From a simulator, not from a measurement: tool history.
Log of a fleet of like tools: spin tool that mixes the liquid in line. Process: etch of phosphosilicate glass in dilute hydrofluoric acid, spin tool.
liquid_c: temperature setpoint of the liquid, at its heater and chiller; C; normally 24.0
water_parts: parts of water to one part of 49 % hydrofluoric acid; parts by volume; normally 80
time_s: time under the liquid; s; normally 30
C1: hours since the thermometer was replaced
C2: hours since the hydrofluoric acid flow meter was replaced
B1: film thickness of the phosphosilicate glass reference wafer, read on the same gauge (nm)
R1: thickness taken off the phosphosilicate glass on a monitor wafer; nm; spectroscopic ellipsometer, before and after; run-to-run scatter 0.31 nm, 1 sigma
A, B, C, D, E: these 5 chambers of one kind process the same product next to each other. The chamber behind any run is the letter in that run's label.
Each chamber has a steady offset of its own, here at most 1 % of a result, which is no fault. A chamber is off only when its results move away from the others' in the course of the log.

Run 1B, hour 3.9: usual settings; C1 219.0; C2 359.7; B1 29.987. Result: R1 44.997 nm.
Run 2D, hour 8.7: usual settings; C1 1468.9; C2 261.5; B1 30.028. Result: R1 45.022 nm.
Run 3A, hour 13.7: usual settings; C1 825.7; C2 377.6; B1 30.011. Result: R1 45.341 nm.
Run 4C, hour 16.8: usual settings; C1 641.0; C2 1417.9; B1 29.975. Result: R1 46.207 nm.
Run 5E, hour 19.3: usual settings but liquid_c 21.5 C; C1 754.7; C2 852.2; B1 29.973. Result: R1 40.301 nm.
Run 6A, hour 23.5: usual settings but liquid_c 21.5 C; C1 835.5; C2 387.4; B1 29.993. Result: R1 41.054 nm.
Run 7B, hour 28.9: usual settings but liquid_c 21.5 C; C1 244.0; C2 384.7; B1 30.009. Result: R1 40.333 nm.
Run 8C, hour 33.7: usual settings but liquid_c 21.5 C; C1 657.9; C2 1434.8; B1 30.048. Result: R1 40.739 nm.
Run 9D, hour 38.8: usual settings but liquid_c 21.5 C; C1 1499.0; C2 291.6; B1 30.000. Result: R1 40.771 nm.
Run 10E, hour 43.5: usual settings; C1 778.9; C2 876.4; B1 30.027. Result: R1 44.645 nm.
Run 11D, hour 46.3: usual settings; C1 1506.5; C2 299.1; B1 30.036. Result: R1 44.959 nm.
Run 12A, hour 49.7: usual settings; C1 861.7; C2 413.6; B1 30.025. Result: R1 45.792 nm.
Run 13E, hour 52.9: usual settings; C1 788.3; C2 885.8; B1 29.965. Result: R1 44.973 nm.
Run 14C, hour 57.1: usual settings; C1 681.3; C2 1458.2; B1 30.000. Result: R1 45.035 nm.
Run 15B, hour 59.8: usual settings; C1 274.9; C2 415.6; B1 30.019. Result: R1 45.265 nm.
Run 16B, hour 64.1: usual settings; C1 279.2; C2 419.9; B1 29.987. Result: R1 45.243 nm.
Run 17C, hour 69.7: usual settings; C1 693.9; C2 1470.8; B1 30.015. Result: R1 44.844 nm.
At hour 70.1: chamber D: thermometer replaced.
Run 18E, hour 73.1: usual settings; C1 808.5; C2 906.0; B1 30.013. Result: R1 45.122 nm.
Run 19A, hour 76.1: usual settings; C1 888.1; C2 440.0; B1 29.997. Result: R1 45.710 nm.
Run 20D, hour 79.4: usual settings; C1 9.4; C2 332.2; B1 29.983. Result: R1 45.062 nm.
Run 21E, hour 84.6: usual settings; C1 820.0; C2 917.5; B1 30.020. Result: R1 45.061 nm.
Run 22D, hour 90.1: usual settings; C1 20.1; C2 342.9; B1 29.994. Result: R1 45.214 nm.
Run 23A, hour 94.8: usual settings; C1 906.8; C2 458.7; B1 29.979. Result: R1 45.233 nm.
Run 24B, hour 99.5: usual settings; C1 314.6; C2 455.3; B1 30.005. Result: R1 44.138 nm.
Run 25C, hour 104.1: usual settings; C1 728.3; C2 1505.2; B1 29.981. Result: R1 44.630 nm.
Run 26A, hour 107.5: usual settings but liquid_c 26.5 C; C1 919.5; C2 471.4; B1 30.015. Result: R1 50.288 nm.
Run 27C, hour 110.3: usual settings but liquid_c 26.5 C; C1 734.5; C2 1511.4; B1 29.981. Result: R1 48.492 nm.
Run 28B, hour 114.0: usual settings but liquid_c 26.5 C; C1 329.1; C2 469.8; B1 30.048. Result: R1 49.282 nm.
Run 29D, hour 119.5: usual settings but liquid_c 26.5 C; C1 49.5; C2 372.3; B1 29.993. Result: R1 49.266 nm.
Run 30E, hour 123.8: usual settings but liquid_c 26.5 C; C1 859.2; C2 956.7; B1 29.993. Result: R1 49.643 nm.
Run 31C, hour 129.5: usual settings; C1 753.7; C2 1530.6; B1 30.012. Result: R1 43.192 nm.
Run 32E, hour 134.0: usual settings; C1 869.4; C2 966.9; B1 29.989. Result: R1 44.785 nm.
Run 33D, hour 138.1: usual settings; C1 68.1; C2 390.9; B1 30.023. Result: R1 44.828 nm.
Run 34A, hour 143.4: usual settings; C1 955.4; C2 507.3; B1 29.987. Result: R1 45.913 nm.
Run 35B, hour 147.2: usual settings; C1 362.3; C2 503.0; B1 30.003. Result: R1 44.502 nm.
Run 36D, hour 152.2: usual settings; C1 82.2; C2 405.0; B1 29.985. Result: R1 45.034 nm.
Run 37E, hour 157.4: usual settings; C1 892.8; C2 990.3; B1 30.032. Result: R1 44.717 nm.
Run 38C, hour 160.9: usual settings but water_parts 100 parts by volume, time_s 45 s; C1 785.1; C2 1562.0; B1 30.025. Result: R1 50.412 nm.

Next, every chamber runs the same settings. What will each give?
Run 39A, hour 165.0: usual settings but water_parts 60 parts by volume. Result: R1 ?.
Run 39B, hour 165.0: usual settings but water_parts 60 parts by volume. Result: R1 ?.
Run 39C, hour 165.0: usual settings but water_parts 60 parts by volume. Result: R1 ?.
Run 39D, hour 165.0: usual settings but water_parts 60 parts by volume. Result: R1 ?.
Run 39E, hour 165.0: usual settings but water_parts 60 parts by volume. Result: R1 ?.

run      R1
39A  62.061
39B  62.154
39C  59.677
39D  61.274
39E  61.409

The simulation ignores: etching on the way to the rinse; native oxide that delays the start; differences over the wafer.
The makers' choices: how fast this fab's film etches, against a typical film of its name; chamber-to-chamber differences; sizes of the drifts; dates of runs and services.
